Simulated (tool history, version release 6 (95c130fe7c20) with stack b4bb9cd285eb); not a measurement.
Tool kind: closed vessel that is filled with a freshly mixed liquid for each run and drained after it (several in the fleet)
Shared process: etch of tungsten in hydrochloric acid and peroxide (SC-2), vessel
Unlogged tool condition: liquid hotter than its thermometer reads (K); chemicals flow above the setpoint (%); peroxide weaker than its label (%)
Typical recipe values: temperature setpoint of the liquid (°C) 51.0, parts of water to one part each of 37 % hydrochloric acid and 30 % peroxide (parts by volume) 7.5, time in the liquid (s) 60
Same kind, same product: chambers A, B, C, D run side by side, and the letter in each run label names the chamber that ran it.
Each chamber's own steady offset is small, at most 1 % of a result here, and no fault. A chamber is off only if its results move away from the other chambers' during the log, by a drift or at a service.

run	hour	temperature setpoint of the liquid (°C)	parts of water to one part each of 37 % hydrochloric acid and 30 % peroxide (parts by volume)	time in the liquid (s)	hours since the thermometer was replaced	hours since the chemicals flow meter was replaced	hours since the drum of peroxide was connected	read-back film thickness of the tungsten reference wafer, read on the same gauge (nm)	thickness taken off the tungsten on a monitor wafer (Å)
1C	10.8	51.0	7.5	60	223.1	52.5	614.0	130.00	191.260
2D	22.4	51.0	7.5	60	1017.4	1222.2	684.7	130.00	189.850
3A	36.1	51.0	7.5	60	308.9	1200.7	136.3	129.99	189.580
4B	43.3	51.0	7.5	60	1189.6	2089.4	413.8	130.01	195.910
5C	54.6	51.0	7.5	30	266.9	96.3	657.8	130.00	95.787
6A	66.7	51.0	7.5	30	339.5	1231.3	166.9	129.99	92.907
7B	79.0	51.0	7.5	30	1225.3	2125.1	449.5	129.98	95.573
8D	91.7	51.0	7.5	30	1086.7	1291.5	754.0	129.98	95.140
9B	106.6	51.0	7.5	60	1252.9	2152.7	477.1	130.02	191.040
# hour 112.0: chamber D: new drum of peroxide connected
10D	116.3	51.0	7.5	60	1111.3	1316.1	4.3	130.01	189.050
# hour 123.7: chamber B: thermometer replaced
11C	127.3	51.0	7.5	60	339.6	169.0	730.5	130.01	189.420
12A	136.2	51.0	7.5	60	409.0	1300.8	236.4	130.01	184.670
13D	146.7	51.0	7.5	60	1141.7	1346.5	34.7	129.99	188.450
14A	161.0	51.0	7.5	60	433.8	1325.6	261.2	130.01	188.480
15B	175.4	51.0	7.5	60	51.7	2221.5	545.9	130.01	189.440
16C	189.2	51.0	7.5	60	401.5	230.9	792.4	130.01	188.040
# hour 195.4: chamber A: thermometer replaced
17A	200.9	51.0	7.5	60	5.5	1365.5	301.1	129.99	185.650
18C	213.2	51.0	7.5	60	425.5	254.9	816.4	130.02	190.360
19D	226.3	51.0	10.5	45	1221.3	1426.1	114.3	130.00	107.930
20B	234.5	51.0	10.5	45	110.8	2280.6	605.0	130.01	106.520
21C	242.7	51.0	10.5	45	455.0	284.4	845.9	130.01	108.390
22B	252.4	51.0	10.5	45	128.7	2298.5	622.9	130.01	108.080
23A	264.0	51.0	4.0	60	68.6	1428.6	364.2	130.01	300.040
24D	273.2	51.0	4.0	60	1268.2	1473.0	161.2	130.00	302.530
# hour 283.3: chamber C: thermometer replaced
25A	285.2	51.0	4.0	60	89.8	1449.8	385.4	129.98	300.460
26C	298.8	51.0	4.0	60	15.5	340.5	902.0	130.01	303.210
27D	312.8	51.0	7.5	60	1307.8	1512.6	200.8	130.02	186.390
28B	323.2	51.0	7.5	60	199.5	2369.3	693.7	129.98	188.490
29C	336.9	51.0	7.5	60	53.6	378.6	940.1	129.99	187.920
30A	350.3	46.5	7.5	60	154.9	1514.9	450.5	130.01	138.610
31B	365.2	46.5	7.5	60	241.5	2411.3	735.7	130.00	142.710
32D	374.1	46.5	7.5	60	1369.1	1573.9	262.1	129.99	140.300
33C	387.5	46.5	7.5	60	104.2	429.2	990.7	130.01	141.200

Predict what each chamber gives when all 4 of them run the settings below next.
34A	398.4	51.0	7.5	60					?
34B	398.4	51.0	7.5	60					?
34C	398.4	51.0	7.5	60					?
34D	398.4	51.0	7.5	60					?

run	thickness taken off the tungsten on a monitor wafer (Å)
34A	191.830
34B	190.430
34C	190.600
34D	189.200
